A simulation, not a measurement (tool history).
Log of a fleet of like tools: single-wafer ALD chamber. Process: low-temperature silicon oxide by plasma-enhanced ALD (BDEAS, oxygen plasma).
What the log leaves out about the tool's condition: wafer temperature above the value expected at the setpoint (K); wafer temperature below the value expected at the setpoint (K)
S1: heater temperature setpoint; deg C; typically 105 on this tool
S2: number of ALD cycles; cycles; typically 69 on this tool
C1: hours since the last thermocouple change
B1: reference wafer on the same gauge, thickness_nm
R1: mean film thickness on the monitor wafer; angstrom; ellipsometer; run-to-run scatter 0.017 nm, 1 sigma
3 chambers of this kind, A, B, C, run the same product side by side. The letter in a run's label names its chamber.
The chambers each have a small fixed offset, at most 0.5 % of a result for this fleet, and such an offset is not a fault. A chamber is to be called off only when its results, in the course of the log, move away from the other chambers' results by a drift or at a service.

run	hour	S1	S2	C1	B1	R1
1B	12.8	105	69	1907.8	9.3927	97.881
2A	20.1	105	69	484.8	9.3998	97.044
3C	31	105	69	987.2	9.3923	97.056
4B	43.2	105	69	1938.2	9.3894	97.76
5A	56.7	105	69	521.4	9.3914	97.059
6C	68.5	105	69	1024.7	9.3908	97.302
7A	75.7	105	69	540.4	9.3883	97.1
8C	86.3	105	69	1042.5	9.3821	96.987
9B	94.7	105	69	1989.7	9.3859	97.476
10C	110	105	69	1066.2	9.3817	96.961
11A	125.1	110	62	589.8	9.3777	86.519
12B	132.9	110	62	2027.9	9.3774	86.61
13B	141.5	110	62	2036.5	9.3733	86.858
14A	151.9	105	69	616.6	9.3753	97.116
15C	165.2	105	69	1121.4	9.3724	96.974
16B	180.6	105	69	2075.6	9.3679	97.628
17C	195.1	105	69	1151.3	9.3681	96.817
18A	206.6	105	69	671.3	9.3691	96.913
# hour 213.6: chamber B: thermocouple changed; heater temperature recalibrated
19B	214.9	105	69	1.4	9.3664	97.189
20A	227.6	119	69	692.3	9.3642	94.407
21C	237	119	69	1193.2	9.36	94.384
22A	249.3	119	69	714	9.3555	94.475
23B	264.4	105	69	50.9	9.356	97.225
24C	277.5	105	69	1233.7	9.358	96.736
25A	289.2	105	69	753.9	9.3512	96.915
26C	302.7	113	56	1258.9	9.3509	77.174
27B	312.3	113	56	98.8	9.3528	77.744
28A	327.4	113	56	792.1	9.3462	77.6
29C	335.8	97	61	1292	9.3402	87.007
30B	349	97	61	135.5	9.341	87.714
31C	357	97	61	1313.2	9.3447	87.014
32B	365.4	105	69	151.9	9.3448	96.904
33A	375.9	105	69	840.6	9.3399	96.882
34C	391.4	105	69	1347.6	9.3381	96.526

What goes on in this fleet: one chamber off, a drifting gauge, or nothing beyond the chambers' own small offsets? Name the chamber and the cause, if any.

No chamber is off; the gauge reading every chamber's wafers drifts, which makes the whole fleet appear to move together.
Most likely cause: gauge reads low (%) = 0.701.
